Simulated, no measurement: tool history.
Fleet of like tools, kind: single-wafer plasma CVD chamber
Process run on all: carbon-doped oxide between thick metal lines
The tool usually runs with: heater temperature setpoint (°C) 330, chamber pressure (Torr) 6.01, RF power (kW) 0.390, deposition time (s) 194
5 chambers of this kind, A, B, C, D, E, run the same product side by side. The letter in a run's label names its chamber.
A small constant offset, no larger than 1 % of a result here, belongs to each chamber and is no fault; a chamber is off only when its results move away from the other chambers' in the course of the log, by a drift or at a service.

run	hour	heater temperature setpoint (°C)	chamber pressure (Torr)	RF power (kW)	deposition time (s)	read-back reference wafer on the same gauge, thickness_nm	mean film thickness on the monitor wafer (angstrom)
1B	9.6	330	6.01	0.390	194	934.82	8931.5
2A	18.8	330	6.01	0.390	194	934.12	8866.7
3D	24.3	330	6.01	0.390	194	933.45	9057.8
4E	35.7	330	6.01	0.390	194	934.52	8991.4
5C	46.0	330	6.01	0.390	194	932.77	8931.2
6E	55.5	330	6.01	0.390	194	935.48	9044.7
7C	65.0	345	6.75	0.390	194	933.99	8652.7
8B	72.7	345	6.75	0.390	194	935.01	8727.7
9A	79.9	345	6.75	0.390	194	934.92	8532.0
10D	85.1	345	6.75	0.390	194	934.63	8650.5
# hour 90.1: chamber C: thermocouple changed; heater temperature recalibrated
11E	97.2	345	6.75	0.390	194	933.99	8697.0
12B	108.2	330	6.01	0.390	194	933.91	8932.6
13D	114.9	330	6.01	0.390	194	932.71	8897.2
14C	126.9	330	6.01	0.390	194	932.97	8989.1
15A	133.1	330	6.01	0.390	194	934.27	8804.9
# hour 134.2: chamber A: capacitance manometer re-zeroed and calibrated
16D	140.6	330	6.01	0.390	194	933.95	8942.8
17B	147.5	330	6.01	0.390	194	934.90	8933.2
# hour 154.3: chamber C: RF generator calibrated
18C	155.7	330	6.01	0.390	194	934.89	8893.4
19A	164.3	330	6.01	0.390	194	934.55	8913.3
20E	174.4	330	6.01	0.390	194	933.34	8990.9
21E	186.4	330	6.01	0.390	194	934.71	9011.0
22D	193.1	330	6.01	0.390	194	932.84	8893.7
23C	199.5	330	6.01	0.390	194	933.97	9012.5
24B	211.6	340	6.01	0.390	207	934.67	9116.6
25A	222.8	340	6.01	0.390	207	935.03	9171.7
26B	230.4	340	6.01	0.390	207	935.06	9103.9
27D	236.4	340	6.01	0.390	207	932.98	9243.5
28C	243.9	340	6.01	0.390	207	934.62	9232.4
29E	250.9	330	6.01	0.390	194	934.22	8977.1
30A	261.7	330	6.01	0.390	194	932.82	8804.6
31A	272.7	330	6.01	0.390	194	933.23	8842.0
32E	281.7	330	6.01	0.390	194	934.46	9026.9
33C	287.3	330	6.01	0.390	194	933.92	8953.5
34B	294.3	320	6.01	0.390	175	933.55	8172.3
35D	306.1	320	6.01	0.390	175	933.88	8232.9
36C	315.0	320	6.01	0.390	175	933.09	8432.8
# hour 324.3: chamber D: RF generator calibrated
# hour 325.3: chamber E: capacitance manometer re-zeroed and calibrated
37D	326.0	320	6.01	0.390	175	934.69	8368.5
38E	334.7	320	6.01	0.390	175	933.53	8354.1
39A	346.3	330	6.01	0.390	194	935.50	8914.4
40B	356.8	330	6.01	0.450	194	933.44	9571.5
41D	367.2	330	6.01	0.450	194	934.72	9904.8
42E	373.1	330	6.01	0.450	194	933.10	9951.0
43A	381.6	330	6.01	0.450	194	934.09	9791.4
44B	393.1	330	6.01	0.450	194	933.85	9661.9

For the next run the whole fleet of 5 chambers uses the same settings. Give each chamber's results:
45A	401.7	315	6.01	0.390	194		?
45B	401.7	315	6.01	0.390	194		?
45C	401.7	315	6.01	0.390	194		?
45D	401.7	315	6.01	0.390	194		?
45E	401.7	315	6.01	0.390	194		?

run	mean film thickness on the monitor wafer (angstrom)
45A	9374.4
45B	9156.3
45C	9385.6
45D	9334.8
45E	9398.8
